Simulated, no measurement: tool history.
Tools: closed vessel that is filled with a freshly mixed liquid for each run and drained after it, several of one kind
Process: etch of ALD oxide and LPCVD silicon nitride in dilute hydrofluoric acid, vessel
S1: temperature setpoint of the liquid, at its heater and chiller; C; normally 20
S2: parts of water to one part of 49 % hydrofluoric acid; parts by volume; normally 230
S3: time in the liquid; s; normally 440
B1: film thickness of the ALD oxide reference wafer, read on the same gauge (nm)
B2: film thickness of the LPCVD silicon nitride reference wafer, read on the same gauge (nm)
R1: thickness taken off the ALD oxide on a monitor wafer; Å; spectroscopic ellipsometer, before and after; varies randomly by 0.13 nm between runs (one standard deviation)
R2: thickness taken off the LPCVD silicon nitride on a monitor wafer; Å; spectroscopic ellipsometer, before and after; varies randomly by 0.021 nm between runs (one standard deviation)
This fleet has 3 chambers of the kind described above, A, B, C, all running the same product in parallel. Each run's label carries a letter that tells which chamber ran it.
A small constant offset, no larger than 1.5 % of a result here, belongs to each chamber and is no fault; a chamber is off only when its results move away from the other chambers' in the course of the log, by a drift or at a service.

Run 1C, hour 6.9: usual settings; B1 49.984; B2 99.982. Result: R1 139.13 Å, R2 7.4021 Å.
Run 2A, hour 15.7: usual settings; B1 49.978; B2 100.01. Result: R1 139.61 Å, R2 7.2767 Å.
Run 3B, hour 24.4: usual settings; B1 50.03; B2 100.01. Result: R1 139.69 Å, R2 7.1574 Å.
Run 4A, hour 34: usual settings; B1 50.024; B2 100.01. Result: R1 139.67 Å, R2 7.3487 Å.
Run 5C, hour 40.4: usual settings; B1 49.966; B2 99.995. Result: R1 139.62 Å, R2 7.5666 Å.
Run 6B, hour 50.7: usual settings; B1 50.031; B2 100.02. Result: R1 140.61 Å, R2 7.3887 Å.
Run 7B, hour 58.1: usual settings; B1 49.978; B2 99.995. Result: R1 140.01 Å, R2 7.4466 Å.
Run 8A, hour 67: usual settings; B1 49.993; B2 99.986. Result: R1 138.24 Å, R2 7.2835 Å.
At hour 73.4: chamber B: thermometer replaced.
Run 9C, hour 76.8: usual settings; B1 50; B2 99.983. Result: R1 138.32 Å, R2 7.4614 Å.
Run 10C, hour 87.6: usual settings; B1 50.017; B2 99.997. Result: R1 138.77 Å, R2 7.2683 Å.
Run 11A, hour 95.8: usual settings; B1 50.053; B2 100.01. Result: R1 139.72 Å, R2 7.2741 Å.
Run 12B, hour 102: usual settings but S1 17 C, S2 270 parts by volume; B1 49.995; B2 99.99. Result: R1 101.53 Å, R2 5.3045 Å.
Run 13C, hour 112.1: usual settings but S1 17 C, S2 270 parts by volume; B1 50.018; B2 100.01. Result: R1 103.12 Å, R2 4.8978 Å.
Run 14A, hour 120.5: usual settings but S1 17 C, S2 270 parts by volume; B1 49.997; B2 100.01. Result: R1 102.42 Å, R2 5.2519 Å.
At hour 128.2: chamber A: thermometer replaced.
Run 15B, hour 129.3: usual settings; B1 50.033; B2 100.01. Result: R1 139.73 Å, R2 7.441 Å.
Run 16C, hour 137.8: usual settings; B1 50.037; B2 99.996. Result: R1 139.86 Å, R2 7.3301 Å.
Run 17B, hour 145.8: usual settings; B1 50.011; B2 99.974. Result: R1 140.61 Å, R2 7.4751 Å.
Run 18A, hour 152.4: usual settings; B1 50.009; B2 100. Result: R1 139.12 Å, R2 7.5242 Å.
Run 19C, hour 159.6: usual settings; B1 50.007; B2 100.01. Result: R1 138.95 Å, R2 7.13 Å.
Run 20B, hour 168.4: usual settings; B1 49.981; B2 100.03. Result: R1 141.97 Å, R2 7.3791 Å.
Run 21A, hour 177: usual settings; B1 49.997; B2 99.977. Result: R1 138.14 Å, R2 7.7266 Å.
Run 22A, hour 188.1: usual settings; B1 49.995; B2 99.96. Result: R1 140.98 Å, R2 7.0937 Å.
Run 23C, hour 198.2: usual settings but S1 17 C, S2 140 parts by volume; B1 49.999; B2 100.02. Result: R1 220.81 Å, R2 9.675 Å.
Run 24B, hour 203.5: usual settings but S1 17 C, S2 140 parts by volume; B1 50.014; B2 100.02. Result: R1 224.39 Å, R2 10.055 Å.
Run 25B, hour 214.4: usual settings but S1 17 C, S2 140 parts by volume; B1 50.061; B2 99.989. Result: R1 226.4 Å, R2 10.001 Å.
Run 26C, hour 219.3: usual settings; B1 50.022; B2 100.01. Result: R1 142.7 Å, R2 7.1232 Å.
Run 27A, hour 224.2: usual settings; B1 49.945; B2 99.971. Result: R1 140.12 Å, R2 6.9882 Å.
Run 28A, hour 232.3: usual settings; B1 49.967; B2 99.987. Result: R1 137.48 Å, R2 7.1568 Å.
Run 29B, hour 242.4: usual settings but S2 320 parts by volume, S3 340 s; B1 50.014; B2 99.999. Result: R1 72.063 Å, R2 3.9417 Å.
Run 30C, hour 249.3: usual settings but S2 320 parts by volume, S3 340 s; B1 49.99; B2 99.978. Result: R1 72.412 Å, R2 4.2747 Å.
Run 31B, hour 259: usual settings but S2 320 parts by volume, S3 340 s; B1 50.013; B2 99.987. Result: R1 72.885 Å, R2 3.9147 Å.

Next, all 3 chambers run the settings below, one line each with question marks for the results. What does each chamber give?
Run 32A, hour 267: usual settings but S1 24 C. Result: R1 ?, R2 ?.
Run 32B, hour 267: usual settings but S1 24 C. Result: R1 ?, R2 ?.
Run 32C, hour 267: usual settings but S1 24 C. Result: R1 ?, R2 ?.

run      R1      R2
32A  161.84  9.0417
32B  161.82  9.1294
32C  164.05   9.228

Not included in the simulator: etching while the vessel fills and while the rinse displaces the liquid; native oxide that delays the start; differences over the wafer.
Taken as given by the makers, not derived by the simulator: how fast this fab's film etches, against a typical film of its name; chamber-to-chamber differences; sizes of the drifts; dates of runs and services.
